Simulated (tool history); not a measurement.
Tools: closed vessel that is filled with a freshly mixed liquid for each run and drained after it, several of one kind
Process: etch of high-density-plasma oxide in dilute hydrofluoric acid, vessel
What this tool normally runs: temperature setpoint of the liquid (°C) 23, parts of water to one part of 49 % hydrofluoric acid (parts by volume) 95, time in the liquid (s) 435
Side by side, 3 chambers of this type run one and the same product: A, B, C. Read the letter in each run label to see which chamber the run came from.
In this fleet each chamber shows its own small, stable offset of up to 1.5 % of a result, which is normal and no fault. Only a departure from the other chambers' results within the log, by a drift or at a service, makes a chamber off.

| run | hour | temperature setpoint of the liquid (°C) | parts of water to one part of 49 % hydrofluoric acid (parts by volume) | time in the liquid (s) | hours since the thermometer was replaced | hours since the hydrofluoric acid flow meter was replaced | read-back film thickness of the high-density-plasma oxide reference wafer, read on the same gauge (nm) | thickness taken off the high-density-plasma oxide on a monitor wafer (angstrom) |
|---|---|---|---|---|---|---|---|---|
| 1C | 12 | 23 | 95 | 435 | 962.2 | 379.3 | 29.994 | 267.21 |
| 2B | 24.8 | 23 | 95 | 435 | 1257 | 274.1 | 29.995 | 257.35 |
| 3A | 37.6 | 23 | 95 | 435 | 1542.6 | 279.5 | 30 | 261.5 |
| 4C | 47.6 | 23 | 95 | 435 | 997.8 | 414.9 | 29.974 | 262.55 |
|  | 55.1 | chamber C: hydrofluoric acid flow meter replaced |
| 5B | 57.9 | 23 | 95 | 435 | 1290.1 | 307.2 | 30.001 | 258.84 |
| 6A | 66.3 | 23 | 95 | 435 | 1571.3 | 308.2 | 29.973 | 261.23 |
| 7B | 78.9 | 23 | 95 | 435 | 1311.1 | 328.2 | 29.983 | 259.42 |
| 8C | 86.7 | 23 | 95 | 435 | 1036.9 | 31.7 | 30.013 | 265.71 |
| 9A | 99.3 | 23 | 95 | 435 | 1604.3 | 341.2 | 30.008 | 261.55 |
| 10A | 107.2 | 23 | 95 | 435 | 1612.2 | 349.1 | 30.029 | 259.68 |
| 11B | 113.9 | 23 | 95 | 435 | 1346.1 | 363.2 | 30.012 | 258.21 |
| 12C | 125.5 | 23 | 95 | 435 | 1075.7 | 70.5 | 29.988 | 264.48 |
| 13B | 131.5 | 23 | 95 | 435 | 1363.7 | 380.8 | 29.966 | 258.49 |
| 14C | 144.8 | 23 | 95 | 180 | 1095 | 89.8 | 29.997 | 109.36 |
| 15A | 156.5 | 23 | 95 | 180 | 1661.5 | 398.4 | 30.02 | 106.55 |
| 16A | 164.8 | 23 | 95 | 180 | 1669.8 | 406.7 | 30.008 | 105.56 |
| 17C | 174.2 | 23 | 115 | 630 | 1124.4 | 119.2 | 29.994 | 310.04 |
| 18B | 184.2 | 23 | 115 | 630 | 1416.4 | 433.5 | 29.994 | 303.1 |
| 19B | 194.3 | 23 | 115 | 630 | 1426.5 | 443.6 | 29.981 | 301.73 |
| 20A | 205.7 | 23 | 95 | 435 | 1710.7 | 447.6 | 29.993 | 253.67 |
| 21C | 212.3 | 23 | 95 | 435 | 1162.5 | 157.3 | 29.98 | 266.84 |
| 22C | 224.6 | 23 | 95 | 435 | 1174.8 | 169.6 | 29.963 | 264.71 |
| 23B | 237.9 | 23 | 95 | 435 | 1470.1 | 487.2 | 30.009 | 257.66 |
| 24A | 246.7 | 21 | 95 | 435 | 1751.7 | 488.6 | 29.964 | 230.12 |
| 25C | 257 | 21 | 95 | 435 | 1207.2 | 202 | 29.979 | 243.11 |
| 26B | 269.6 | 21 | 95 | 435 | 1501.8 | 518.9 | 30.039 | 236.1 |
| 27A | 278.3 | 23 | 95 | 435 | 1783.3 | 520.2 | 29.984 | 250.53 |
| 28C | 287.1 | 23 | 95 | 435 | 1237.3 | 232.1 | 29.981 | 264.45 |
| 29B | 297 | 23 | 95 | 435 | 1529.2 | 546.3 | 29.986 | 257.03 |
| 30A | 303.9 | 19.5 | 95 | 655 | 1808.9 | 545.8 | 30.006 | 326.17 |
| 31C | 312 | 19.5 | 95 | 655 | 1262.2 | 257 | 29.996 | 344.04 |

Does one chamber stand apart from the rest, does the shared gauge drift, or is all well apart from small per-chamber offsets? Give the chamber and the most likely cause, where there is one.

It is chamber A that slowly wanders off from its peers.
Likeliest cause: hydrofluoric acid flow below the setpoint (%) = 4.72.
From this log alone, it may not be told apart from: liquid colder than its thermometer reads (K).

Chamber A could run next with any of the 4 candidate recipes listed below; each alters the usual settings, and their results appear as question marks. Which one brings its results back in line with what the other chambers deliver on the usual settings?
In line means no further than this from the other chambers' mean on the usual settings: thickness taken off the high-density-plasma oxide on a monitor wafer (angstrom) 4.5
| 32A-1 | 321.8 | 23 | 100 | 435 |  |  |  | ? |
| 32A-2 | 321.8 | 23 | 95 | 425 |  |  |  | ? |
| 32A-3 | 321.8 | 24.5 | 95 | 435 |  |  |  | ? |
| 32A-4 | 321.8 | 23 | 95 | 445 |  |  |  | ? |

Mean of the other chambers on the usual settings: thickness taken off the high-density-plasma oxide on a monitor wafer (angstrom) 261.49
| run | thickness taken off the high-density-plasma oxide on a monitor wafer (angstrom) |
|---|---|
| 32A-1 | 231.9 |
| 32A-2 | 240.15 |
| 32A-3 | 260.8 |
| 32A-4 | 251.46 |
The answer is 32A-3, which returns the chamber to within the allowed miss of the others.
